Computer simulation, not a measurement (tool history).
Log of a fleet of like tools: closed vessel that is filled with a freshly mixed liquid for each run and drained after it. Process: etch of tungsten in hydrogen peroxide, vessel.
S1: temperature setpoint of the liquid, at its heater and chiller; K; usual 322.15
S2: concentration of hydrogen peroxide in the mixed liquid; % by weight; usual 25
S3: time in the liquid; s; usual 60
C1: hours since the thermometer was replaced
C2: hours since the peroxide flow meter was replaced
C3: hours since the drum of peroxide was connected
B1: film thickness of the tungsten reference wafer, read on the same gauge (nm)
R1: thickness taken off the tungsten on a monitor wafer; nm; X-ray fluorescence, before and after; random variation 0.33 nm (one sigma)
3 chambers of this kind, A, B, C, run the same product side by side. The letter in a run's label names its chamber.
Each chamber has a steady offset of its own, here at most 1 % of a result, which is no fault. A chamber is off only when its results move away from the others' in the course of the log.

| run | hour | S1 | S2 | S3 | C1 | C2 | C3 | B1 | R1 |
|---|---|---|---|---|---|---|---|---|---|
| 1A | 7.7 | 322.15 | 25 | 60 | 77.1 | 28.9 | 362.8 | 79.974 | 81.82 |
| 2C | 14.5 | 322.15 | 25 | 60 | 928.9 | 255.8 | 377.9 | 79.987 | 81.56 |
| 3B | 20.7 | 322.15 | 25 | 60 | 521.9 | 1272.7 | 990.5 | 79.974 | 81.831 |
| 4B | 29.3 | 322.15 | 25 | 60 | 530.5 | 1281.3 | 999.1 | 80.029 | 82.245 |
| 5C | 38.7 | 322.15 | 25 | 60 | 953.1 | 280 | 402.1 | 80.044 | 81.467 |
| 6A | 49.9 | 322.15 | 25 | 60 | 119.3 | 71.1 | 405 | 80.017 | 81.901 |
|  | 61.5 | chamber C: new drum of peroxide connected |
| 7B | 62.1 | 322.15 | 25 | 60 | 563.3 | 1314.1 | 1031.9 | 80.007 | 82.309 |
| 8C | 70.1 | 322.15 | 30 | 60 | 984.5 | 311.4 | 8.6 | 79.996 | 88.85 |
|  | 77.5 | chamber C: thermometer replaced |
| 9A | 81.6 | 322.15 | 30 | 60 | 151 | 102.8 | 436.7 | 80.003 | 89.481 |
| 10C | 93.1 | 322.15 | 30 | 60 | 15.7 | 334.4 | 31.6 | 79.963 | 89.169 |
| 11B | 99.6 | 322.15 | 25 | 60 | 600.8 | 1351.6 | 1069.4 | 80.036 | 82.699 |
| 12A | 105.9 | 322.15 | 25 | 60 | 175.3 | 127.1 | 461 | 80.026 | 81.514 |
| 13A | 116.2 | 322.15 | 25 | 60 | 185.6 | 137.4 | 471.3 | 80 | 82.083 |
| 14C | 126.7 | 322.15 | 25 | 60 | 49.3 | 368 | 65.2 | 80.003 | 81.221 |
|  | 129.1 | chamber A: new drum of peroxide connected |
| 15B | 135.9 | 322.15 | 25 | 60 | 637.1 | 1387.9 | 1105.7 | 79.988 | 83.154 |
| 16B | 147.7 | 322.15 | 25 | 60 | 648.9 | 1399.7 | 1117.5 | 80.01 | 83.115 |
| 17C | 158.7 | 322.15 | 25 | 60 | 81.3 | 400 | 97.2 | 79.977 | 81.072 |
| 18A | 170.7 | 322.15 | 25 | 60 | 240.1 | 191.9 | 41.7 | 79.976 | 82.06 |
| 19B | 182.3 | 322.15 | 25 | 60 | 683.5 | 1434.3 | 1152.1 | 79.98 | 83.713 |
|  | 188 | chamber B: peroxide flow meter replaced |
| 20C | 192.3 | 313.65 | 25 | 60 | 114.9 | 433.6 | 130.8 | 80.026 | 47.275 |
| 21A | 201.1 | 313.65 | 25 | 60 | 270.5 | 222.3 | 72.1 | 79.95 | 47.847 |
| 22A | 211.4 | 313.65 | 25 | 60 | 280.8 | 232.6 | 82.4 | 79.976 | 48.18 |
| 23B | 225.3 | 327.15 | 25 | 40 | 726.5 | 37.4 | 1195.1 | 80.006 | 76.097 |
|  | 231.2 | chamber B: new drum of peroxide connected |
| 24C | 234.6 | 327.15 | 25 | 40 | 157.2 | 475.9 | 173.1 | 79.999 | 73.677 |
| 25B | 241.4 | 327.15 | 25 | 40 | 742.6 | 53.5 | 10.3 | 80.011 | 75.899 |
| 26C | 253.9 | 331.15 | 25 | 85 | 176.5 | 495.2 | 192.4 | 80.057 | 197.17 |
| 27A | 264.7 | 331.15 | 25 | 85 | 334.1 | 285.9 | 135.7 | 80.035 | 198.27 |
| 28A | 273.7 | 331.15 | 25 | 85 | 343.1 | 294.9 | 144.7 | 80.035 | 198.9 |
| 29C | 285.2 | 322.15 | 25 | 60 | 207.8 | 526.5 | 223.7 | 79.936 | 81.647 |
| 30B | 295.1 | 322.15 | 25 | 60 | 796.3 | 107.2 | 64 | 79.974 | 85.902 |
| 31B | 306.1 | 322.15 | 25 | 60 | 807.3 | 118.2 | 75 | 79.936 | 85.249 |
| 32A | 313.6 | 322.15 | 25 | 60 | 383 | 334.8 | 184.6 | 80 | 82.378 |
| 33C | 327.1 | 322.15 | 25 | 60 | 249.7 | 568.4 | 265.6 | 80.025 | 81.631 |
| 34A | 333.9 | 322.15 | 25 | 60 | 403.3 | 355.1 | 204.9 | 80.008 | 82.114 |
| 35C | 344.5 | 322.15 | 25 | 60 | 267.1 | 585.8 | 283 | 80.03 | 81.509 |
| 36B | 355.3 | 322.15 | 25 | 60 | 856.5 | 167.4 | 124.2 | 79.987 | 85.971 |

Is one chamber off against the others, does the gauge drift, or is nothing wrong? If a chamber is off, say which, and what the likeliest cause is.

Chamber B drifts away from the others.
Cause: liquid hotter than its thermometer reads (K) = 0.806.

Here are 4 candidates for chamber B's next run, each the usual settings with a change, their results left as question marks. Which one brings its results back in line with what the others give on the usual settings?
In line means no further than this from the other chambers' mean on the usual settings: R1 1.2 nm
| 37B-1 | 365.4 | 321.65 | 25 | 60 |  |  |  |  | ? |
| 37B-2 | 365.4 | 321.15 | 25 | 60 |  |  |  |  | ? |
| 37B-3 | 365.4 | 323.15 | 25 | 60 |  |  |  |  | ? |
| 37B-4 | 365.4 | 322.65 | 25 | 60 |  |  |  |  | ? |

The other chambers' mean on the usual settings: R1 81.583 nm
| run | R1 |
|---|---|
| 37B-1 | 83.938 |
| 37B-2 | 81.447 |
| 37B-3 | 91.882 |
| 37B-4 | 89.18 |
37B-2 brings the chamber back in line.
